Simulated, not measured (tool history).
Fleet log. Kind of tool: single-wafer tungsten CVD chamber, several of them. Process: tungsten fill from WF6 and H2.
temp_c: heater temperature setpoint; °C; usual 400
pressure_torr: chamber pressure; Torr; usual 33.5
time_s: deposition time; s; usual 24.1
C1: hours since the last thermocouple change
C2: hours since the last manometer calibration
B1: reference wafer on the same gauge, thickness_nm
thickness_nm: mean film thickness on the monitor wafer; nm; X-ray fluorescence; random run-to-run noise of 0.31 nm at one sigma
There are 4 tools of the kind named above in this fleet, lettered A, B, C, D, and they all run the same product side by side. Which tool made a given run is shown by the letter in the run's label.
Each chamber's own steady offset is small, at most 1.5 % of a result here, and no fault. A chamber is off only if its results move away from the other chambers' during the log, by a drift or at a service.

Run 1A, hour 9.2: usual settings; C1 1951.9; C2 2133.7; B1 87.342. Result: thickness_nm 73.98 nm.
Run 2D, hour 16: usual settings; C1 2252.6; C2 706.1; B1 87.179. Result: thickness_nm 73.298 nm.
Run 3C, hour 21.8: usual settings; C1 689.7; C2 670.5; B1 87.352. Result: thickness_nm 72.906 nm.
Run 4B, hour 30.4: usual settings; C1 529.6; C2 576.7; B1 87.229. Result: thickness_nm 74.646 nm.
Run 5C, hour 39.1: usual settings; C1 707; C2 687.8; B1 87.326. Result: thickness_nm 73.415 nm.
Run 6D, hour 47.3: usual settings; C1 2283.9; C2 737.4; B1 87.392. Result: thickness_nm 73.658 nm.
Run 7B, hour 52.4: usual settings; C1 551.6; C2 598.7; B1 87.403. Result: thickness_nm 74.274 nm.
Run 8A, hour 60.4: usual settings; C1 2003.1; C2 2184.9; B1 87.231. Result: thickness_nm 74.019 nm.
Run 9B, hour 65.1: usual settings; C1 564.3; C2 611.4; B1 87.229. Result: thickness_nm 74.946 nm.
Run 10C, hour 73: usual settings; C1 740.9; C2 721.7; B1 87.323. Result: thickness_nm 73.442 nm.
Run 11D, hour 77.9: usual settings; C1 2314.5; C2 768; B1 87.27. Result: thickness_nm 73.653 nm.
Run 12A, hour 86.5: usual settings; C1 2029.2; C2 2211; B1 87.219. Result: thickness_nm 73.84 nm.
Run 13C, hour 93.4: usual settings; C1 761.3; C2 742.1; B1 87.271. Result: thickness_nm 72.926 nm.
Run 14A, hour 98.2: usual settings; C1 2040.9; C2 2222.7; B1 87.279. Result: thickness_nm 73.881 nm.
Run 15B, hour 103.1: usual settings but temp_c 413 °C, pressure_torr 25.9 Torr; C1 602.3; C2 649.4; B1 87.458. Result: thickness_nm 82.513 nm.
Run 16D, hour 109.4: usual settings but temp_c 413 °C, pressure_torr 25.9 Torr; C1 2346; C2 799.5; B1 87.334. Result: thickness_nm 81.188 nm.
Run 17B, hour 114.2: usual settings but temp_c 413 °C, pressure_torr 25.9 Torr; C1 613.4; C2 660.5; B1 87.142. Result: thickness_nm 82.892 nm.
Run 18A, hour 119.8: usual settings but temp_c 413 °C, pressure_torr 25.9 Torr; C1 2062.5; C2 2244.3; B1 87.29. Result: thickness_nm 81.881 nm.
Run 19D, hour 129.2: usual settings but temp_c 412 °C; C1 2365.8; C2 819.3; B1 87.325. Result: thickness_nm 90.961 nm.
Run 20C, hour 133.5: usual settings but temp_c 412 °C; C1 801.4; C2 782.2; B1 87.27. Result: thickness_nm 90.189 nm.
At hour 136.7: chamber D: thermocouple changed; heater temperature recalibrated.
Run 21B, hour 139.9: usual settings but temp_c 412 °C; C1 639.1; C2 686.2; B1 87.258. Result: thickness_nm 91.711 nm.
Run 22C, hour 147.1: usual settings but temp_c 412 °C; C1 815; C2 795.8; B1 87.235. Result: thickness_nm 90.041 nm.
Run 23D, hour 151.3: usual settings but temp_c 409 °C, time_s 26.6 s; C1 14.6; C2 841.4; B1 87.304. Result: thickness_nm 91.98 nm.
Run 24A, hour 159.4: usual settings but temp_c 409 °C, time_s 26.6 s; C1 2102.1; C2 2283.9; B1 87.273. Result: thickness_nm 96.287 nm.
Run 25A, hour 168.8: usual settings but temp_c 409 °C, time_s 26.6 s; C1 2111.5; C2 2293.3; B1 87.341. Result: thickness_nm 95.941 nm.
Run 26C, hour 174.6: usual settings but temp_c 409 °C, time_s 26.6 s; C1 842.5; C2 823.3; B1 87.424. Result: thickness_nm 94.621 nm.
Run 27D, hour 182.3: usual settings; C1 45.6; C2 872.4; B1 87.301. Result: thickness_nm 70.652 nm.
Run 28B, hour 191.4: usual settings; C1 690.6; C2 737.7; B1 87.348. Result: thickness_nm 75.141 nm.
Run 29B, hour 195.7: usual settings; C1 694.9; C2 742; B1 87.354. Result: thickness_nm 73.861 nm.
Run 30D, hour 204.1: usual settings; C1 67.4; C2 894.2; B1 87.25. Result: thickness_nm 70.248 nm.
At hour 204.9: chamber A: thermocouple changed; heater temperature recalibrated.
Run 31C, hour 212.2: usual settings; C1 880.1; C2 860.9; B1 87.246. Result: thickness_nm 73.021 nm.
Run 32A, hour 218.7: usual settings but pressure_torr 39.6 Torr; C1 13.9; C2 2343.2; B1 87.367. Result: thickness_nm 80.576 nm.
Run 33A, hour 224.4: usual settings but pressure_torr 39.6 Torr; C1 19.6; C2 2348.9; B1 87.278. Result: thickness_nm 80.064 nm.
Run 34C, hour 229.2: usual settings but pressure_torr 39.6 Torr; C1 897.1; C2 877.9; B1 87.389. Result: thickness_nm 79.244 nm.
Run 35B, hour 236: usual settings but pressure_torr 39.6 Torr; C1 735.2; C2 782.3; B1 87.256. Result: thickness_nm 80.745 nm.
Run 36D, hour 242.8: usual settings; C1 106.1; C2 932.9; B1 87.294. Result: thickness_nm 70.421 nm.
Run 37C, hour 251.3: usual settings but temp_c 411 °C, time_s 21.5 s; C1 919.2; C2 900; B1 87.291. Result: thickness_nm 79.076 nm.
Run 38B, hour 256.8: usual settings but temp_c 411 °C, time_s 21.5 s; C1 756; C2 803.1; B1 87.239. Result: thickness_nm 80.502 nm.
Run 39A, hour 266: usual settings but temp_c 411 °C, time_s 21.5 s; C1 61.2; C2 2390.5; B1 87.294. Result: thickness_nm 79.799 nm.
Run 40D, hour 271.2: usual settings but temp_c 411 °C, time_s 21.5 s; C1 134.5; C2 961.3; B1 87.219. Result: thickness_nm 76.52 nm.
Run 41A, hour 278.6: usual settings; C1 73.8; C2 2403.1; B1 87.309. Result: thickness_nm 73.892 nm.
Run 42B, hour 288: usual settings; C1 787.2; C2 834.3; B1 87.205. Result: thickness_nm 74.715 nm.

Has any chamber moved away from the others, gradually or after a service, or does the common gauge drift, or do the chambers differ only by their own small steady offsets? State the chamber and the most likely cause if one applies.

After it was serviced, chamber D no longer matches the other chambers.
What lies behind it: wafer temperature below the value expected at the setpoint (K) = 2.34.

Here are 4 candidates for chamber D's next run, each the usual settings with a change, their results left as question marks. Which one brings its results back in line with what the others give on the usual settings?
In line here means within this much of the mean the other chambers give on the usual settings: thickness_nm 1.1 nm
Run 43D-1, hour 294.8: usual settings but pressure_torr 32.3 Torr. Result: thickness_nm ?.
Run 43D-2, hour 294.8: usual settings but time_s 24.5 s. Result: thickness_nm ?.
Run 43D-3, hour 294.8: usual settings but pressure_torr 37.1 Torr. Result: thickness_nm ?.
Run 43D-4, hour 294.8: usual settings but temp_c 398 °C, time_s 23.7 s. Result: thickness_nm ?.

Mean of the other chambers on the usual settings: thickness_nm 73.889 nm
  run  thickness_nm
43D-1        68.984
43D-2        71.368
43D-3        73.694
43D-4        66.461
43D-3 puts the chamber back in line with the other chambers.
